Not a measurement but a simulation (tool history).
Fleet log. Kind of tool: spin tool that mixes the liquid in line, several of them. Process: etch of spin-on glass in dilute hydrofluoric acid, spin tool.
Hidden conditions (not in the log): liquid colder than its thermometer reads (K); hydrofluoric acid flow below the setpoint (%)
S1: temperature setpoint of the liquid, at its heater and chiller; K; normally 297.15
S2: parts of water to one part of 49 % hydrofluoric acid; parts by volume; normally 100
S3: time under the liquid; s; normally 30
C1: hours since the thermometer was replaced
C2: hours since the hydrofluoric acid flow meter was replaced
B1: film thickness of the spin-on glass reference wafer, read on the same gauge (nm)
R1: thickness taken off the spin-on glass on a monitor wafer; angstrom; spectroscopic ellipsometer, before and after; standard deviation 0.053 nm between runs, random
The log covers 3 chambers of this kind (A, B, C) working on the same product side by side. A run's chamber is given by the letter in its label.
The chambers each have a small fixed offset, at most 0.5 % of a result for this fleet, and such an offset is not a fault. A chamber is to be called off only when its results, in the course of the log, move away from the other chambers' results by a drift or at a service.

-- day=0.050 chamber B: hydrofluoric acid flow meter replaced
run 1B day=0.096 | S1=297.15 S2=100 S3=30 | C1=2022.4 C2=1.1 | B1=50.016 | R1=66.073
run 2A day=0.196 | S1=297.15 S2=100 S3=30 | C1=1843.3 C2=982.8 | B1=49.945 | R1=67.017
run 3C day=0.375 | S1=297.15 S2=100 S3=30 | C1=1802.9 C2=1475.6 | B1=49.988 | R1=66.989
run 4A day=0.558 | S1=297.15 S2=100 S3=30 | C1=1852.0 C2=991.5 | B1=50.028 | R1=67.802
run 5B day=0.742 | S1=297.15 S2=100 S3=30 | C1=2037.9 C2=16.6 | B1=49.994 | R1=66.865
run 6C day=0.850 | S1=297.15 S2=100 S3=30 | C1=1814.3 C2=1487.0 | B1=49.972 | R1=66.525
run 7B day=0.983 | S1=301.65 S2=100 S3=30 | C1=2043.7 C2=22.4 | B1=50.031 | R1=79.752
run 8A day=1.142 | S1=301.65 S2=100 S3=30 | C1=1866.0 C2=1005.5 | B1=50.026 | R1=78.643
run 9C day=1.279 | S1=301.65 S2=100 S3=30 | C1=1824.6 C2=1497.3 | B1=50.022 | R1=80.189
run 10C day=1.421 | S1=297.15 S2=100 S3=30 | C1=1828.0 C2=1500.7 | B1=50.032 | R1=66.657
run 11A day=1.583 | S1=297.15 S2=100 S3=30 | C1=1876.6 C2=1016.1 | B1=49.993 | R1=66.209
run 12B day=1.754 | S1=297.15 S2=100 S3=30 | C1=2062.2 C2=40.9 | B1=50.035 | R1=66.847
run 13A day=1.904 | S1=297.15 S2=60 S3=30 | C1=1884.3 C2=1023.8 | B1=50.003 | R1=116.610
run 14B day=2.075 | S1=297.15 S2=60 S3=30 | C1=2069.9 C2=48.6 | B1=49.951 | R1=116.540
run 15C day=2.242 | S1=297.15 S2=60 S3=30 | C1=1847.7 C2=1520.4 | B1=49.960 | R1=115.350
run 16B day=2.342 | S1=297.15 S2=100 S3=30 | C1=2076.3 C2=55.0 | B1=49.999 | R1=66.436
run 17C day=2.471 | S1=297.15 S2=100 S3=30 | C1=1853.2 C2=1525.9 | B1=50.020 | R1=64.537
run 18A day=2.571 | S1=297.15 S2=100 S3=30 | C1=1900.3 C2=1039.8 | B1=49.993 | R1=66.599
run 19C day=2.696 | S1=297.15 S2=100 S3=30 | C1=1858.6 C2=1531.3 | B1=49.989 | R1=63.651
run 20B day=2.808 | S1=297.15 S2=100 S3=30 | C1=2087.5 C2=66.2 | B1=49.975 | R1=66.419
run 21A day=2.971 | S1=297.15 S2=100 S3=30 | C1=1909.9 C2=1049.4 | B1=49.998 | R1=66.345
run 22B day=3.154 | S1=297.15 S2=100 S3=30 | C1=2095.8 C2=74.5 | B1=50.004 | R1=66.614
run 23A day=3.312 | S1=297.15 S2=100 S3=30 | C1=1918.1 C2=1057.6 | B1=50.039 | R1=66.434
run 24C day=3.492 | S1=297.15 S2=60 S3=30 | C1=1877.7 C2=1550.4 | B1=49.982 | R1=109.770
run 25B day=3.633 | S1=297.15 S2=60 S3=30 | C1=2107.3 C2=86.0 | B1=49.989 | R1=116.830
run 26C day=3.812 | S1=297.15 S2=60 S3=30 | C1=1885.4 C2=1558.1 | B1=49.984 | R1=109.620
run 27A day=3.921 | S1=297.15 S2=100 S3=30 | C1=1932.7 C2=1072.2 | B1=50.008 | R1=66.130
run 28C day=4.012 | S1=297.15 S2=100 S3=30 | C1=1890.2 C2=1562.9 | B1=49.947 | R1=61.378
run 29A day=4.150 | S1=297.15 S2=100 S3=30 | C1=1938.2 C2=1077.7 | B1=50.050 | R1=66.063
run 30B day=4.246 | S1=297.15 S2=100 S3=30 | C1=2122.0 C2=100.7 | B1=49.959 | R1=66.816
-- day=4.388 chamber B: thermometer replaced
run 31B day=4.425 | S1=297.15 S2=100 S3=30 | C1=0.9 C2=105.0 | B1=50.023 | R1=66.791
run 32C day=4.562 | S1=297.15 S2=100 S3=30 | C1=1903.4 C2=1576.1 | B1=49.982 | R1=60.404

Decide between three cases: one chamber stands off from its peers, the gauge reading all wafers drifts, or nothing is wrong past each chamber's small offset. Where a chamber is off, say which and what most likely put it there.

Little by little, chamber C moves away from the other chambers.
Likeliest cause: liquid colder than its thermometer reads (K) = 2.57.
Not necessarily distinguishable in this log from: hydrofluoric acid flow below the setpoint (%).

Which of the 4 candidates below, each the usual settings with something changed and its results left as question marks, puts chamber C back in line with what the other chambers give on the usual settings?
Allowed miss from the other chambers' usual-settings mean, per result, to count as in line: R1 1.800 angstrom
run 33C-1 day=4.700 | S1=297.65 S2=85 S3=30 | R1=?
run 33C-2 day=4.700 | S1=297.15 S2=110 S3=30 | R1=?
run 33C-3 day=4.700 | S1=292.65 S2=100 S3=30 | R1=?
run 33C-4 day=4.700 | S1=299.65 S2=100 S3=30 | R1=?

Average result of the remaining chambers running the usual settings: R1 66.604 angstrom
run=33C-1 R1=73.474
run=33C-2 R1=53.935
run=33C-3 R1=49.766
run=33C-4 R1=66.431
Change 33C-4 lands the chamber within the allowed miss of the other chambers.

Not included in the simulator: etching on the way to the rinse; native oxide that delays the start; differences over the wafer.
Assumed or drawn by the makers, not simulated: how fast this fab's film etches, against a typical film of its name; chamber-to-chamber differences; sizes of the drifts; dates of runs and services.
